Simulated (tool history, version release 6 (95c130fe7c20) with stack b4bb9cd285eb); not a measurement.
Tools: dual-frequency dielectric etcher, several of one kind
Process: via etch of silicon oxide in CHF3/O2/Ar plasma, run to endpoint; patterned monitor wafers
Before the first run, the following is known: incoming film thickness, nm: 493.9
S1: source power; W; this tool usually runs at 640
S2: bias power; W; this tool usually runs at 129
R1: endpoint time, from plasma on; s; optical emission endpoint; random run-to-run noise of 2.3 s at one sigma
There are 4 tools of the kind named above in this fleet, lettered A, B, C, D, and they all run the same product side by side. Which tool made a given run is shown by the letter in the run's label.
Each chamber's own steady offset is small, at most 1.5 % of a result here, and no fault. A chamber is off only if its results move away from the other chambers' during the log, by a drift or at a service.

| run | hour | S1 | S2 | R1 |
|---|---|---|---|---|
| 1A | 7.1 | 640 | 129 | 277.35 |
| 2B | 16.2 | 640 | 129 | 271.32 |
| 3D | 25.7 | 640 | 129 | 276.07 |
| 4C | 30.1 | 640 | 129 | 269.16 |
| 5B | 37.4 | 640 | 107 | 284.22 |
| 6A | 42.4 | 640 | 107 | 292.79 |
| 7D | 50.9 | 640 | 107 | 291.95 |
| 8C | 56 | 640 | 107 | 287.73 |
| 9C | 65 | 640 | 129 | 273.96 |
| 10D | 74.1 | 640 | 129 | 275.16 |
| 11B | 78.9 | 640 | 129 | 265.5 |
| 12A | 86.4 | 640 | 129 | 277.94 |
| 13A | 91.3 | 640 | 129 | 279.91 |
| 14C | 96.2 | 640 | 129 | 271.09 |
| 15B | 101.2 | 640 | 129 | 269.29 |
| 16D | 110.6 | 560 | 152 | 272.49 |
|  | 112.9 | chamber D: wet clean of the chamber |
| 17D | 118.9 | 560 | 152 | 275.3 |
| 18B | 124 | 560 | 152 | 268.3 |
| 19A | 132.3 | 560 | 152 | 272.24 |
| 20C | 140.4 | 640 | 129 | 272.42 |
| 21B | 149.6 | 640 | 129 | 272.62 |
| 22C | 159.1 | 640 | 129 | 272.67 |
| 23D | 166.6 | 640 | 129 | 271.6 |
| 24A | 170.8 | 640 | 129 | 270.22 |
| 25D | 177.9 | 640 | 129 | 276.78 |
| 26C | 182.4 | 640 | 129 | 267.91 |
| 27B | 188.6 | 640 | 129 | 271.47 |
| 28A | 193.1 | 490 | 103 | 326.92 |
| 29B | 199.8 | 490 | 103 | 322.56 |
| 30D | 206.1 | 490 | 103 | 327 |
| 31A | 212.3 | 490 | 103 | 334.11 |
| 32C | 220.5 | 640 | 129 | 270.91 |
| 33C | 229.6 | 580 | 143 | 272.68 |
| 34D | 234.9 | 580 | 143 | 274.9 |
| 35B | 244 | 580 | 143 | 277.26 |
| 36A | 253.5 | 580 | 143 | 281.34 |
| 37D | 262.1 | 640 | 129 | 277.23 |
| 38A | 270.5 | 640 | 129 | 280.92 |
|  | 274.3 | chamber B: wet clean of the chamber |
| 39B | 279.3 | 640 | 149 | 258.39 |
| 40C | 285.3 | 640 | 149 | 259.19 |
| 41C | 292.1 | 640 | 149 | 254.36 |
| 42B | 298.9 | 640 | 149 | 261.91 |
| 43A | 305.2 | 640 | 129 | 276.56 |
| 44D | 310.7 | 640 | 129 | 275.55 |

Does one chamber stand apart from the rest, does the shared gauge drift, or is all well apart from small per-chamber offsets? Give the chamber and the most likely cause, where there is one.

Beyond each chamber's small constant offset nothing stands out, and the gauge stays steady.
